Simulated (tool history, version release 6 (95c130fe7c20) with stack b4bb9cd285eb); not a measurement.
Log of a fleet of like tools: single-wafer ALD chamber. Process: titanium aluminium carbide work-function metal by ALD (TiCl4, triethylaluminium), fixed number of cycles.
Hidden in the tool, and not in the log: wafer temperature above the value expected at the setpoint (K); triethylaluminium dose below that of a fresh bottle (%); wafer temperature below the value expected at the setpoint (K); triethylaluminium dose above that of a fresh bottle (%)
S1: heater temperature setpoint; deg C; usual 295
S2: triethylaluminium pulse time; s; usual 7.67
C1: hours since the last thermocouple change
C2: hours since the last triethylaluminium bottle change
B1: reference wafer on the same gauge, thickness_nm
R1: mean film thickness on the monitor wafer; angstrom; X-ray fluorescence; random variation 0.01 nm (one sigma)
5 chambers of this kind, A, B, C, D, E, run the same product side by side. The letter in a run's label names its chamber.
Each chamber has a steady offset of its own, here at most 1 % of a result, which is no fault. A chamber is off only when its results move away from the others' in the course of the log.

{"run": "1A", "hour": 3.3, "S1": 295, "S2": 7.67, "C1": 1011.6, "C2": 428.5, "B1": 2.1713, "R1": 18.623}
{"run": "2E", "hour": 6.3, "S1": 295, "S2": 7.67, "C1": 970.7, "C2": 148.9, "B1": 2.1693, "R1": 18.708}
{"run": "3D", "hour": 9.3, "S1": 295, "S2": 7.67, "C1": 1561.3, "C2": 1165.2, "B1": 2.1708, "R1": 18.723}
{"run": "4B", "hour": 13.5, "S1": 295, "S2": 7.67, "C1": 571.2, "C2": 531.1, "B1": 2.1691, "R1": 18.808}
{"run": "5C", "hour": 16.4, "S1": 295, "S2": 7.67, "C1": 1405.1, "C2": 313.0, "B1": 2.1693, "R1": 18.77}
{"run": "6A", "hour": 20.6, "S1": 295, "S2": 7.67, "C1": 1028.9, "C2": 445.8, "B1": 2.1718, "R1": 18.434}
{"run": "7D", "hour": 24.2, "S1": 295, "S2": 7.67, "C1": 1576.2, "C2": 1180.1, "B1": 2.1689, "R1": 18.583}
{"run": "8E", "hour": 27.4, "S1": 295, "S2": 7.67, "C1": 991.8, "C2": 170.0, "B1": 2.1734, "R1": 18.837}
{"run": "9B", "hour": 30.9, "S1": 295, "S2": 7.67, "C1": 588.6, "C2": 548.5, "B1": 2.1671, "R1": 18.677}
{"run": "10C", "hour": 36.1, "S1": 295, "S2": 8.92, "C1": 1424.8, "C2": 332.7, "B1": 2.1662, "R1": 19.253}
{"run": "11A", "hour": 41.1, "S1": 295, "S2": 8.92, "C1": 1049.4, "C2": 466.3, "B1": 2.1661, "R1": 19.211}
{"run": "12D", "hour": 44.9, "S1": 295, "S2": 8.92, "C1": 1596.9, "C2": 1200.8, "B1": 2.1715, "R1": 19.294}
{"run": "13C", "hour": 47.8, "S1": 295, "S2": 8.92, "C1": 1436.5, "C2": 344.4, "B1": 2.1692, "R1": 19.266}
{"run": "14E", "hour": 52.5, "S1": 295, "S2": 8.92, "C1": 1016.9, "C2": 195.1, "B1": 2.1687, "R1": 19.292}
{"run": "15B", "hour": 56.2, "S1": 295, "S2": 7.67, "C1": 613.9, "C2": 573.8, "B1": 2.1715, "R1": 18.353}
{"run": "16C", "hour": 59.5, "S1": 295, "S2": 7.67, "C1": 1448.2, "C2": 356.1, "B1": 2.1695, "R1": 18.713}
{"run": "17B", "hour": 63.0, "S1": 282, "S2": 7.67, "C1": 620.7, "C2": 580.6, "B1": 2.1695, "R1": 17.206}
{"run": "18D", "hour": 66.9, "S1": 282, "S2": 7.67, "C1": 1618.9, "C2": 1222.8, "B1": 2.1706, "R1": 17.663}
{"run": "19A", "hour": 71.3, "S1": 282, "S2": 7.67, "C1": 1079.6, "C2": 496.5, "B1": 2.1694, "R1": 17.546}
{"run": "20E", "hour": 77.1, "S1": 282, "S2": 7.67, "C1": 1041.5, "C2": 219.7, "B1": 2.1717, "R1": 17.701}
{"run": "21E", "hour": 82.5, "S1": 282, "S2": 7.67, "C1": 1046.9, "C2": 225.1, "B1": 2.167, "R1": 17.57}
{"run": "22C", "hour": 85.2, "S1": 295, "S2": 7.67, "C1": 1473.9, "C2": 381.8, "B1": 2.1698, "R1": 18.839}
{"run": "23B", "hour": 91.0, "S1": 295, "S2": 7.67, "C1": 648.7, "C2": 608.6, "B1": 2.1696, "R1": 18.302}
{"run": "24D", "hour": 93.9, "S1": 295, "S2": 7.67, "C1": 1645.9, "C2": 1249.8, "B1": 2.1688, "R1": 18.714}
{"run": "25A", "hour": 98.9, "S1": 295, "S2": 7.67, "C1": 1107.2, "C2": 524.1, "B1": 2.1697, "R1": 18.686}
{"run": "26A", "hour": 101.6, "S1": 295, "S2": 7.67, "C1": 1109.9, "C2": 526.8, "B1": 2.1691, "R1": 18.504}
{"run": "27B", "hour": 104.2, "S1": 295, "S2": 7.67, "C1": 661.9, "C2": 621.8, "B1": 2.1724, "R1": 17.932}
{"run": "28C", "hour": 106.8, "S1": 295, "S2": 5.48, "C1": 1495.5, "C2": 403.4, "B1": 2.1721, "R1": 17.011}
{"run": "29E", "hour": 110.5, "S1": 295, "S2": 5.48, "C1": 1074.9, "C2": 253.1, "B1": 2.1714, "R1": 17.209}
{"run": "30D", "hour": 114.2, "S1": 295, "S2": 5.48, "C1": 1666.2, "C2": 1270.1, "B1": 2.1715, "R1": 16.983}
{"run": "31C", "hour": 117.3, "S1": 295, "S2": 5.48, "C1": 1506.0, "C2": 413.9, "B1": 2.1707, "R1": 17.109}
{"run": "32B", "hour": 120.9, "S1": 295, "S2": 5.48, "C1": 678.6, "C2": 638.5, "B1": 2.171, "R1": 15.707}
{"run": "33E", "hour": 124.9, "S1": 295, "S2": 7.67, "C1": 1089.3, "C2": 267.5, "B1": 2.1659, "R1": 18.937}
{"run": "34D", "hour": 130.1, "S1": 295, "S2": 7.67, "C1": 1682.1, "C2": 1286.0, "B1": 2.1673, "R1": 18.871}
{"run": "35A", "hour": 134.1, "S1": 295, "S2": 7.67, "C1": 1142.4, "C2": 559.3, "B1": 2.1671, "R1": 18.604}
{"run": "36A", "hour": 137.1, "S1": 295, "S2": 7.67, "C1": 1145.4, "C2": 562.3, "B1": 2.1682, "R1": 18.769}

What goes on in this fleet: one chamber off, a drifting gauge, or nothing beyond the chambers' own small offsets? Name the chamber and the cause, if any.

Chamber B drifts away from the others.
Cause: triethylaluminium dose below that of a fresh bottle (%) = 24.7.

Here are 4 candidates for chamber B's next run, each the usual settings with a change, their results left as question marks. Which one brings its results back in line with what the others give on the usual settings?
In line means no further than this from the other chambers' mean on the usual settings: R1 0.350 angstrom
{"run": "37B-1", "hour": 141.3, "S1": 295, "S2": 9.78, "R1": "?"}
{"run": "37B-2", "hour": 141.3, "S1": 294, "S2": 7.16, "R1": "?"}
{"run": "37B-3", "hour": 141.3, "S1": 301, "S2": 7.67, "R1": "?"}
{"run": "37B-4", "hour": 141.3, "S1": 292, "S2": 6.6, "R1": "?"}

The other chambers' mean on the usual settings: R1 18.721 angstrom
run=37B-1 R1=18.545
run=37B-2 R1=16.979
run=37B-3 R1=17.899
run=37B-4 R1=16.364
37B-1 brings the chamber back in line.
